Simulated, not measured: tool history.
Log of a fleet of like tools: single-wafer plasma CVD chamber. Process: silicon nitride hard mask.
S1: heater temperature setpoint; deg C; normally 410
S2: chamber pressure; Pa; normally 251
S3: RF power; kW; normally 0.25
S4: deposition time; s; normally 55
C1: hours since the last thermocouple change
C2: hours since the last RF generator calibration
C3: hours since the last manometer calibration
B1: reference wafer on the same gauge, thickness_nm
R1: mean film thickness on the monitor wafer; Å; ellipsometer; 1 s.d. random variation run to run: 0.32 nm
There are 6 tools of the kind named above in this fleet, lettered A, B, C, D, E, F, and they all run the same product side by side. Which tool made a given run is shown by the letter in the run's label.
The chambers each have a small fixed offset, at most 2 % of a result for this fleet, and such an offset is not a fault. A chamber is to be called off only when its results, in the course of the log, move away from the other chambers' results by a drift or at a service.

Run 1B, hour 3.9: usual settings; C1 2070.1; C2 604.4; C3 525.2; B1 63.695. Result: R1 577.77 Å.
Run 2F, hour 6.3: usual settings; C1 1821.8; C2 1121.5; C3 2474.4; B1 63.695. Result: R1 582.1 Å.
Run 3C, hour 9.6: usual settings; C1 936.3; C2 1209.9; C3 3017; B1 63.643. Result: R1 574.92 Å.
Run 4D, hour 12.5: usual settings; C1 261.6; C2 568.2; C3 337.3; B1 63.707. Result: R1 586.5 Å.
Run 5E, hour 17.3: usual settings; C1 267.2; C2 1049.7; C3 1010.4; B1 63.683. Result: R1 594.88 Å.
Run 6A, hour 21.3: usual settings; C1 303.6; C2 1366.6; C3 2054.4; B1 63.757. Result: R1 569.77 Å.
Run 7A, hour 24.3: usual settings; C1 306.6; C2 1369.6; C3 2057.4; B1 63.708. Result: R1 580.78 Å.
Run 8C, hour 27.1: usual settings but S2 224 Pa; C1 953.8; C2 1227.4; C3 3034.5; B1 63.742. Result: R1 563.14 Å.
Run 9D, hour 30.9: usual settings but S2 224 Pa; C1 280; C2 586.6; C3 355.7; B1 63.696. Result: R1 566.22 Å.
At hour 31.9: chamber E: capacitance manometer re-zeroed and calibrated.
Run 10B, hour 34.9: usual settings but S2 224 Pa; C1 2101.1; C2 635.4; C3 556.2; B1 63.813. Result: R1 567.74 Å.
Run 11F, hour 39.4: usual settings but S2 224 Pa; C1 1854.9; C2 1154.6; C3 2507.5; B1 63.702. Result: R1 558.52 Å.
Run 12E, hour 42.5: usual settings but S2 224 Pa; C1 292.4; C2 1074.9; C3 10.6; B1 63.628. Result: R1 581 Å.
Run 13D, hour 45.1: usual settings but S2 224 Pa; C1 294.2; C2 600.8; C3 369.9; B1 63.667. Result: R1 564.58 Å.
Run 14C, hour 48.3: usual settings but S2 311 Pa; C1 975; C2 1248.6; C3 3055.7; B1 63.599. Result: R1 611.5 Å.
Run 15B, hour 50.6: usual settings but S2 311 Pa; C1 2116.8; C2 651.1; C3 571.9; B1 63.671. Result: R1 615.03 Å.
Run 16E, hour 53.2: usual settings but S2 311 Pa; C1 303.1; C2 1085.6; C3 21.3; B1 63.771. Result: R1 625.1 Å.
Run 17A, hour 57.9: usual settings but S2 311 Pa; C1 340.2; C2 1403.2; C3 2091; B1 63.658. Result: R1 598.88 Å.
Run 18F, hour 62.8: usual settings but S2 311 Pa; C1 1878.3; C2 1178; C3 2530.9; B1 63.634. Result: R1 613.26 Å.
Run 19A, hour 67.4: usual settings but S2 311 Pa; C1 349.7; C2 1412.7; C3 2100.5; B1 63.737. Result: R1 601.74 Å.
Run 20F, hour 70.5: usual settings; C1 1886; C2 1185.7; C3 2538.6; B1 63.676. Result: R1 585.39 Å.
Run 21B, hour 74.4: usual settings; C1 2140.6; C2 674.9; C3 595.7; B1 63.721. Result: R1 587.68 Å.
Run 22D, hour 79.3: usual settings; C1 328.4; C2 635; C3 404.1; B1 63.635. Result: R1 579.42 Å.
Run 23C, hour 83.1: usual settings; C1 1009.8; C2 1283.4; C3 3090.5; B1 63.731. Result: R1 577.79 Å.
Run 24E, hour 87.9: usual settings; C1 337.8; C2 1120.3; C3 56; B1 63.771. Result: R1 587.99 Å.
Run 25D, hour 92: usual settings; C1 341.1; C2 647.7; C3 416.8; B1 63.59. Result: R1 580.32 Å.
Run 26F, hour 96.3: usual settings; C1 1911.8; C2 1211.5; C3 2564.4; B1 63.616. Result: R1 575.69 Å.
Run 27A, hour 100.7: usual settings but S1 417 deg C; C1 383; C2 1446; C3 2133.8; B1 63.727. Result: R1 559.32 Å.
Run 28E, hour 103.2: usual settings but S1 417 deg C; C1 353.1; C2 1135.6; C3 71.3; B1 63.724. Result: R1 592.41 Å.
At hour 103.8: chamber C: capacitance manometer re-zeroed and calibrated.
Run 29B, hour 107.8: usual settings but S1 417 deg C; C1 2174; C2 708.3; C3 629.1; B1 63.71. Result: R1 578.36 Å.
Run 30C, hour 112.7: usual settings but S1 417 deg C; C1 1039.4; C2 1313; C3 8.9; B1 63.737. Result: R1 578.25 Å.
Run 31A, hour 115.4: usual settings but S1 417 deg C; C1 397.7; C2 1460.7; C3 2148.5; B1 63.683. Result: R1 557.44 Å.
Run 32E, hour 119.8: usual settings but S1 417 deg C; C1 369.7; C2 1152.2; C3 87.9; B1 63.717. Result: R1 591.8 Å.
Run 33F, hour 121.9: usual settings but S1 396 deg C; C1 1937.4; C2 1237.1; C3 2590; B1 63.653. Result: R1 586.17 Å.
Run 34B, hour 126.8: usual settings but S1 396 deg C; C1 2193; C2 727.3; C3 648.1; B1 63.677. Result: R1 581.86 Å.
Run 35C, hour 131.7: usual settings but S1 396 deg C; C1 1058.4; C2 1332; C3 27.9; B1 63.624. Result: R1 583.8 Å.
Run 36D, hour 134.1: usual settings but S1 396 deg C; C1 383.2; C2 689.8; C3 458.9; B1 63.634. Result: R1 585.55 Å.
Run 37B, hour 138.3: usual settings but S1 396 deg C; C1 2204.5; C2 738.8; C3 659.6; B1 63.775. Result: R1 582.87 Å.
Run 38D, hour 140.5: usual settings but S1 396 deg C; C1 389.6; C2 696.2; C3 465.3; B1 63.768. Result: R1 585.55 Å.
Run 39E, hour 142.7: usual settings; C1 392.6; C2 1175.1; C3 110.8; B1 63.671. Result: R1 586.12 Å.
Run 40F, hour 146.5: usual settings; C1 1962; C2 1261.7; C3 2614.6; B1 63.696. Result: R1 579.15 Å.
Run 41C, hour 151.1: usual settings; C1 1077.8; C2 1351.4; C3 47.3; B1 63.712. Result: R1 581.5 Å.

Is one chamber out of step, is the gauge drifting, or do the chambers differ by no more than their own small offsets? For an off chamber, give its letter and the likeliest cause.

Little by little, chamber A moves away from the other chambers.
Most likely cause: delivered RF power below the setpoint (%) = 6.42.

Chamber A could run next with any of the 4 candidate recipes listed below; each alters the usual settings, and their results appear as question marks. Which one brings its results back in line with what the other chambers deliver on the usual settings?
In-line tolerance around the mean of the other chambers on the usual settings: R1 11 Å
Run 42A-1, hour 154.6: usual settings but S2 232 Pa, S3 0.22 kW. Result: R1 ?.
Run 42A-2, hour 154.6: usual settings but S3 0.245 kW, S4 52.9 s. Result: R1 ?.
Run 42A-3, hour 154.6: usual settings but S2 255 Pa, S3 0.255 kW, S4 56.9 s. Result: R1 ?.
Run 42A-4, hour 154.6: usual settings but S2 261 Pa, S4 60.5 s. Result: R1 ?.

Other chambers, usual settings, mean: R1 582.41 Å
  run      R1
42A-1  489.61
42A-2   520.7
42A-3  578.56
42A-4  610.88
With 42A-3, the chamber falls back in line with the rest.
